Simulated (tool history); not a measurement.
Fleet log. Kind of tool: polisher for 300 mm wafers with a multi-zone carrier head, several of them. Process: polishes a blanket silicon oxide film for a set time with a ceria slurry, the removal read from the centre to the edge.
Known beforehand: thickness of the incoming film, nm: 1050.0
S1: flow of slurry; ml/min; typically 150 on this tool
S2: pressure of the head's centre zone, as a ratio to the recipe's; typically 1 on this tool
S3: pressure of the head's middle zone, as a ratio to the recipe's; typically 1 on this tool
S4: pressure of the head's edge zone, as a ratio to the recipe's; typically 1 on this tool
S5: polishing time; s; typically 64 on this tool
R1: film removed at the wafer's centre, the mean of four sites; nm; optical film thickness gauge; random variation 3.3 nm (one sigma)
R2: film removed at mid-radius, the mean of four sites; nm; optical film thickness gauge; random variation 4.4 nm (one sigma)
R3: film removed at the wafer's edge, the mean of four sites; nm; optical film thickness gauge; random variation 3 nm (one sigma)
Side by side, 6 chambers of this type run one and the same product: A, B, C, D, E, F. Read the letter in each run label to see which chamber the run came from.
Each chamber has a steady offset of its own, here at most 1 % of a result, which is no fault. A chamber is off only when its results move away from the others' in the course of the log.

run   hour   S1  S2  S3   S4  S5      R1      R2      R3
 1E    2.4  150   1   1    1  64  333.85  329.73  330.48
       3.5  -- chamber F: worn pad replaced by a new one
       3.9  -- chamber C: worn pad replaced by a new one
 2A    6.4  150   1   1    1  64  332.39  329.07  331.98
 3F   10.3  150   1   1    1  64     331  335.96  331.38
 4D   14.3  150   1   1    1  64  335.64  327.05   332.1
      15.7  -- chamber B: worn pad replaced by a new one
 5C   16.2  150   1   1    1  64  328.07  323.45  332.07
 6B   18.2  150   1   1    1  64  321.59   326.4  333.49
 7E   21.9  150   1   1    1  64   329.3   333.4  332.67
 8A   24.5  150   1   1    1  64  331.77  325.74  330.14
 9C   27.9  150   1   1    1  64  329.16  332.68  332.85
10F   30.1  150   1   1    1  64  325.77  329.01  331.19
11D   32.8  150   1   1    1  64  336.51  330.06  325.26
12B   35.8  150   1   1    1  64  321.57  332.63  330.93
13B   38.2  150   1   1    1  64  326.95  330.69  330.73
        40  -- chamber D: slurry nozzle cleaned
14A   42.5  150   1   1    1  64  329.53  333.99   330.2
15F   44.6  150   1   1  1.1  57  299.11  283.38  309.98
16E   47.8  150   1   1  1.1  57   293.5  289.86  311.32
17D   50.5  150   1   1  1.1  57  300.15  285.07  305.26
18C   53.9  150   1   1  1.1  57  294.43  289.18  315.49
        55  -- chamber E: worn pad replaced by a new one
      55.4  -- chamber A: worn pad replaced by a new one
19E   57.7  150   1   1  1.1  57  294.96  294.23  309.44
      58.2  -- chamber D: worn pad replaced by a new one
        60  -- chamber C: worn pad replaced by a new one
20B   61.9  150   1   1  1.1  57  293.61   300.2   308.4
      64.7  -- chamber B: slurry nozzle cleaned
21F   65.2  150   1   1    1  64  324.04  326.07  333.35
22D   69.3  150   1   1    1  64  332.76  330.46   329.2
23A   72.3  150   1   1    1  64  325.96  329.57  324.98
24C   74.8  150   1   1    1  64  329.12  330.06  340.44
      75.2  -- chamber E: centre zone pressure recalibrated
25B   78.2  150   1   1    1  64  334.44  332.26  328.32
26C   81.2  150   1   1    1  64  331.61  332.27  329.06
27F   83.8  150   1   1    1  64  322.62  329.54  327.52
28D     87  150   1   1    1  43  224.26  220.94   223.5
29E     90  150   1   1    1  43  192.45  218.79  223.85
30A   92.2  150   1   1    1  43  222.53  218.75  222.46
31F     96  150   1   1    1  43  220.14  220.77  225.86
32E  100.3  150   1   1    1  43  191.12  217.64  221.91
33B  104.2  150   1   1    1  43  219.98  223.61  223.09
34A  107.4  150   1   1    1  64  331.96  321.73  330.92
35C  111.6  150   1   1    1  64  334.81  324.67  337.27
36D  114.9  150   1   1    1  64  338.32  327.61  334.61
37D  118.2  150   1   1    1  64  334.39  322.03  334.87
38A  121.3  150   1   1    1  64  330.93  328.12  331.12
39F  123.7  150   1   1    1  64  333.34  333.77  333.07
40C  126.3  150   1   1    1  64  334.18  331.47  336.18

Read the log: is a single chamber off, either drifting away or since a service, is the gauge that measures every chamber drifting, or is nothing wrong beyond small per-chamber offsets? Name any odd chamber and what most likely caused it.

Chamber E came out of a service off from its peers and stayed that way.
Likeliest cause: centre zone's pressure below its setpoint, % = 11.7.

Which of the 4 candidates below, each the usual settings with something changed and its results left as question marks, puts chamber E back in line with what the other chambers give on the usual settings?
In-line tolerance around the mean of the other chambers on the usual settings: R1 11 nm; R2 15 nm; R3 10 nm
41E-1  129.4  145   0.9  1.02  1.04  63   ?   ?   ?
41E-2  129.4  135  0.83  1.04  1.07  62   ?   ?   ?
41E-3  129.4  155   1.1  0.98  0.96  65   ?   ?   ?
41E-4  129.4  175  1.17  0.93  0.89  67   ?   ?   ?

What the other chambers average on the usual settings: R1 330.65 nm; R2 330.48 nm; R3 332.25 nm
  run      R1      R2      R3
41E-1  250.87  328.68  333.58
41E-2  221.56   324.6  329.82
41E-3  328.25  330.75  333.08
41E-4  370.76  331.83  335.67
41E-3 brings the chamber back in line.

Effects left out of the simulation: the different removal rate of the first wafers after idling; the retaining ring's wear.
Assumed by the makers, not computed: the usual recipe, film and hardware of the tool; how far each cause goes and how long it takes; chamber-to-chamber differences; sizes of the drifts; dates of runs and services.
